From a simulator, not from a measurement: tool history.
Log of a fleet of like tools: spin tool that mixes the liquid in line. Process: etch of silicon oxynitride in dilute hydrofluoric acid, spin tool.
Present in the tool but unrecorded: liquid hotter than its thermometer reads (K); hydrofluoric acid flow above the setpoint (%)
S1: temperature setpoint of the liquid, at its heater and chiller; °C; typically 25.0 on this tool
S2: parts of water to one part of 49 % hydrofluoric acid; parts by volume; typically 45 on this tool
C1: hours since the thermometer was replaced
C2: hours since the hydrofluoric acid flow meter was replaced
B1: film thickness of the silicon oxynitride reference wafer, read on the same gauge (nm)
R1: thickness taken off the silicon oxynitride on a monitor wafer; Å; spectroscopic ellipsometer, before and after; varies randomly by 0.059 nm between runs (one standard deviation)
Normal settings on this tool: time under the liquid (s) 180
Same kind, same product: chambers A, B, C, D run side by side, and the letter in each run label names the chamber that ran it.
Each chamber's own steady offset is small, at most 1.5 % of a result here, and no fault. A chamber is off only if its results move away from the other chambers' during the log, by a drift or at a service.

Run 1D, hour 5.3: usual settings; C1 2015.2; C2 294.0; B1 39.973. Result: R1 112.140 Å.
Run 2B, hour 10.6: usual settings; C1 994.4; C2 734.9; B1 40.003. Result: R1 113.440 Å.
Run 3C, hour 13.5: usual settings; C1 901.5; C2 693.8; B1 40.025. Result: R1 112.790 Å.
Run 4A, hour 18.0: usual settings; C1 1906.5; C2 815.8; B1 39.981. Result: R1 112.300 Å.
Run 5D, hour 21.7: usual settings; C1 2031.6; C2 310.4; B1 39.994. Result: R1 112.260 Å.
Run 6B, hour 24.2: usual settings; C1 1008.0; C2 748.5; B1 39.997. Result: R1 112.730 Å.
Run 7C, hour 28.8: usual settings; C1 916.8; C2 709.1; B1 39.977. Result: R1 114.040 Å.
Run 8A, hour 31.5: usual settings; C1 1920.0; C2 829.3; B1 39.995. Result: R1 112.470 Å.
Run 9A, hour 33.9: usual settings; C1 1922.4; C2 831.7; B1 39.954. Result: R1 113.850 Å.
Run 10C, hour 37.8: usual settings; C1 925.8; C2 718.1; B1 39.971. Result: R1 113.330 Å.
Run 11B, hour 41.0: usual settings; C1 1024.8; C2 765.3; B1 40.008. Result: R1 112.860 Å.
Run 12D, hour 44.2: usual settings; C1 2054.1; C2 332.9; B1 40.006. Result: R1 112.230 Å.
Run 13B, hour 47.5: usual settings; C1 1031.3; C2 771.8; B1 39.970. Result: R1 112.790 Å.
Run 14D, hour 50.0: usual settings; C1 2059.9; C2 338.7; B1 39.978. Result: R1 112.990 Å.
Run 15C, hour 55.2: usual settings but S1 23.5 °C; C1 943.2; C2 735.5; B1 40.005. Result: R1 106.350 Å.
Run 16A, hour 59.0: usual settings but S1 23.5 °C; C1 1947.5; C2 856.8; B1 39.982. Result: R1 105.050 Å.
Run 17B, hour 61.9: usual settings but S1 23.5 °C; C1 1045.7; C2 786.2; B1 40.000. Result: R1 105.870 Å.
Run 18A, hour 67.2: usual settings but S1 23.5 °C; C1 1955.7; C2 865.0; B1 40.003. Result: R1 104.940 Å.
Run 19C, hour 71.3: usual settings; C1 959.3; C2 751.6; B1 39.987. Result: R1 112.870 Å.
Run 20D, hour 76.0: usual settings but time under the liquid (s) 140; C1 2085.9; C2 364.7; B1 39.980. Result: R1 87.831 Å.
Run 21C, hour 80.9: usual settings but time under the liquid (s) 140; C1 968.9; C2 761.2; B1 39.982. Result: R1 87.537 Å.
Run 22D, hour 83.6: usual settings but time under the liquid (s) 140; C1 2093.5; C2 372.3; B1 40.019. Result: R1 87.470 Å.
Run 23B, hour 87.8: usual settings but time under the liquid (s) 140; C1 1071.6; C2 812.1; B1 39.986. Result: R1 87.323 Å.
Run 24A, hour 93.1: usual settings; C1 1981.6; C2 890.9; B1 39.994. Result: R1 113.040 Å.
Run 25D, hour 97.6: usual settings; C1 2107.5; C2 386.3; B1 40.011. Result: R1 113.480 Å.
Run 26C, hour 102.3: usual settings but S2 35 parts by volume; C1 990.3; C2 782.6; B1 40.026. Result: R1 147.200 Å.
Run 27A, hour 107.2: usual settings but S2 35 parts by volume; C1 1995.7; C2 905.0; B1 40.019. Result: R1 147.140 Å.
Run 28B, hour 111.8: usual settings but S2 35 parts by volume; C1 1095.6; C2 836.1; B1 40.001. Result: R1 144.740 Å.
Run 29C, hour 114.6: usual settings but S2 35 parts by volume; C1 1002.6; C2 794.9; B1 40.018. Result: R1 147.460 Å.
Run 30A, hour 119.1: usual settings; C1 2007.6; C2 916.9; B1 40.000. Result: R1 112.940 Å.
Run 31D, hour 124.2: usual settings; C1 2134.1; C2 412.9; B1 40.008. Result: R1 112.750 Å.
Run 32B, hour 127.3: usual settings but time under the liquid (s) 140; C1 1111.1; C2 851.6; B1 40.023. Result: R1 87.260 Å.
Run 33B, hour 130.3: usual settings but time under the liquid (s) 140; C1 1114.1; C2 854.6; B1 39.981. Result: R1 87.645 Å.
At hour 130.9: chamber D: hydrofluoric acid flow meter replaced.
Run 34D, hour 133.6: usual settings but time under the liquid (s) 140; C1 2143.5; C2 2.8; B1 40.023. Result: R1 87.812 Å.
Run 35C, hour 138.3: usual settings but time under the liquid (s) 140; C1 1026.3; C2 818.6; B1 40.000. Result: R1 88.511 Å.
Run 36A, hour 141.8: usual settings; C1 2030.3; C2 939.6; B1 40.016. Result: R1 112.980 Å.
Run 37D, hour 145.6: usual settings; C1 2155.5; C2 14.8; B1 40.009. Result: R1 111.520 Å.
Run 38B, hour 150.2: usual settings; C1 1134.0; C2 874.5; B1 39.980. Result: R1 112.460 Å.
Run 39C, hour 153.1: usual settings; C1 1041.1; C2 833.4; B1 40.029. Result: R1 112.960 Å.
Run 40A, hour 157.1: usual settings but S2 50 parts by volume; C1 2045.6; C2 954.9; B1 40.004. Result: R1 101.410 Å.
Run 41B, hour 160.6: usual settings but S2 50 parts by volume; C1 1144.4; C2 884.9; B1 40.007. Result: R1 101.320 Å.
Run 42D, hour 163.6: usual settings but S2 50 parts by volume; C1 2173.5; C2 32.8; B1 39.999. Result: R1 101.180 Å.

Next, every chamber runs the same settings. What will each give?
Run 43A, hour 167.5: usual settings but S2 50 parts by volume. Result: R1 ?.
Run 43B, hour 167.5: usual settings but S2 50 parts by volume. Result: R1 ?.
Run 43C, hour 167.5: usual settings but S2 50 parts by volume. Result: R1 ?.
Run 43D, hour 167.5: usual settings but S2 50 parts by volume. Result: R1 ?.

run       R1
43A  103.160
43B  101.950
43C  102.400
43D  101.220
